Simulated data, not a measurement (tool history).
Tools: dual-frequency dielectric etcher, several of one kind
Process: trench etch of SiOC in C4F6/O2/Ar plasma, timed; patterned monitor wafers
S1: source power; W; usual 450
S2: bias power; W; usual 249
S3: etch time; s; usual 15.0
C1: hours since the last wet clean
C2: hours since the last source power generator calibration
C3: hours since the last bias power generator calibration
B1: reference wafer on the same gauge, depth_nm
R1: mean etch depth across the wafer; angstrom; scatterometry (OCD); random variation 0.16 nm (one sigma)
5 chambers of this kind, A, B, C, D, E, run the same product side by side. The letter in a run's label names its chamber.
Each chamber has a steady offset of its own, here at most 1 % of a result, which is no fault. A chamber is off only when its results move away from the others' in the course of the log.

| run | hour | S1 | S2 | S3 | C1 | C2 | C3 | B1 | R1 |
|---|---|---|---|---|---|---|---|---|---|
| 1C | 4.9 | 450 | 249 | 15.0 | 199.1 | 1175.5 | 2386.2 | 41.601 | 364.94 |
| 2B | 9.1 | 450 | 249 | 15.0 | 335.8 | 1662.8 | 3511.9 | 41.575 | 362.57 |
| 3A | 17.0 | 450 | 249 | 15.0 | 165.6 | 1517.1 | 1527.2 | 41.604 | 357.13 |
| 4D | 23.4 | 450 | 249 | 15.0 | 354.2 | 53.0 | 1971.9 | 41.603 | 359.12 |
| 5E | 28.8 | 450 | 249 | 15.0 | 58.5 | 394.8 | 748.2 | 41.582 | 361.78 |
| 6E | 35.2 | 450 | 249 | 15.0 | 64.9 | 401.2 | 754.6 | 41.607 | 357.42 |
| 7A | 41.5 | 540 | 249 | 15.0 | 190.1 | 1541.6 | 1551.7 | 41.572 | 386.97 |
| 8B | 47.3 | 540 | 249 | 15.0 | 374.0 | 1701.0 | 3550.1 | 41.570 | 390.25 |
| 9D | 55.3 | 540 | 249 | 15.0 | 386.1 | 84.9 | 2003.8 | 41.590 | 386.93 |
| 10C | 61.4 | 540 | 249 | 15.0 | 255.6 | 1232.0 | 2442.7 | 41.644 | 391.14 |
| 11C | 69.4 | 540 | 249 | 15.0 | 263.6 | 1240.0 | 2450.7 | 41.597 | 388.00 |
| 12B | 77.7 | 450 | 249 | 15.0 | 404.4 | 1731.4 | 3580.5 | 41.571 | 363.64 |
| 13E | 84.0 | 450 | 249 | 15.0 | 113.7 | 450.0 | 803.4 | 41.598 | 356.99 |
| 14A | 89.2 | 450 | 249 | 15.0 | 237.8 | 1589.3 | 1599.4 | 41.594 | 362.90 |
| 15D | 93.3 | 450 | 249 | 15.0 | 424.1 | 122.9 | 2041.8 | 41.593 | 358.19 |
| 16C | 99.2 | 450 | 249 | 15.0 | 293.4 | 1269.8 | 2480.5 | 41.596 | 364.37 |
| 17A | 103.6 | 450 | 249 | 15.0 | 252.2 | 1603.7 | 1613.8 | 41.589 | 363.14 |
| 18D | 108.5 | 450 | 249 | 15.0 | 439.3 | 138.1 | 2057.0 | 41.579 | 357.55 |
| 19B | 115.2 | 380 | 249 | 15.0 | 441.9 | 1768.9 | 3618.0 | 41.605 | 337.98 |
| 20E | 120.8 | 380 | 249 | 15.0 | 150.5 | 486.8 | 840.2 | 41.566 | 337.08 |
| 21C | 128.7 | 380 | 249 | 15.0 | 322.9 | 1299.3 | 2510.0 | 41.603 | 340.47 |
|  | 132.0 | chamber D: bias power generator calibrated |
| 22E | 135.2 | 380 | 249 | 15.0 | 164.9 | 501.2 | 854.6 | 41.628 | 334.24 |
|  | 135.8 | chamber B: wet clean of the chamber |
| 23D | 138.9 | 380 | 249 | 15.0 | 469.7 | 168.5 | 6.9 | 41.602 | 332.87 |
| 24B | 142.8 | 450 | 249 | 15.0 | 7.0 | 1796.5 | 3645.6 | 41.579 | 361.56 |
| 25A | 150.6 | 450 | 249 | 15.0 | 299.2 | 1650.7 | 1660.8 | 41.623 | 358.87 |
| 26C | 156.5 | 450 | 249 | 15.0 | 350.7 | 1327.1 | 2537.8 | 41.543 | 367.08 |
| 27E | 163.7 | 450 | 249 | 15.0 | 193.4 | 529.7 | 883.1 | 41.604 | 360.70 |
| 28A | 170.7 | 450 | 219 | 10.5 | 319.3 | 1670.8 | 1680.9 | 41.607 | 242.09 |
| 29B | 176.4 | 450 | 219 | 10.5 | 40.6 | 1830.1 | 3679.2 | 41.578 | 242.68 |
|  | 180.7 | chamber B: bias power generator calibrated |
| 30D | 183.8 | 450 | 219 | 10.5 | 514.6 | 213.4 | 51.8 | 41.574 | 234.28 |
| 31C | 191.7 | 450 | 219 | 10.5 | 385.9 | 1362.3 | 2573.0 | 41.614 | 245.02 |
| 32B | 198.6 | 450 | 219 | 10.5 | 62.8 | 1852.3 | 17.9 | 41.629 | 244.45 |
| 33E | 206.2 | 450 | 249 | 15.0 | 235.9 | 572.2 | 925.6 | 41.638 | 359.11 |
| 34D | 211.3 | 450 | 249 | 15.0 | 542.1 | 240.9 | 79.3 | 41.555 | 347.01 |
| 35A | 217.2 | 450 | 249 | 15.0 | 365.8 | 1717.3 | 1727.4 | 41.588 | 360.58 |
| 36A | 224.2 | 450 | 249 | 15.0 | 372.8 | 1724.3 | 1734.4 | 41.570 | 361.51 |
| 37B | 231.0 | 450 | 303 | 15.0 | 95.2 | 1884.7 | 50.3 | 41.556 | 387.63 |
| 38C | 235.8 | 450 | 303 | 15.0 | 430.0 | 1406.4 | 2617.1 | 41.580 | 389.89 |
| 39D | 240.7 | 450 | 303 | 15.0 | 571.5 | 270.3 | 108.7 | 41.663 | 367.96 |
| 40E | 248.7 | 450 | 303 | 15.0 | 278.4 | 614.7 | 968.1 | 41.554 | 385.52 |

All 5 chambers run these settings next. Forecast each chamber's results:
| 41A | 254.9 | 450 | 249 | 15.0 |  |  |  |  | ? |
| 41B | 254.9 | 450 | 249 | 15.0 |  |  |  |  | ? |
| 41C | 254.9 | 450 | 249 | 15.0 |  |  |  |  | ? |
| 41D | 254.9 | 450 | 249 | 15.0 |  |  |  |  | ? |
| 41E | 254.9 | 450 | 249 | 15.0 |  |  |  |  | ? |

| run | R1 |
|---|---|
| 41A | 360.32 |
| 41B | 363.03 |
| 41C | 363.57 |
| 41D | 346.89 |
| 41E | 357.78 |
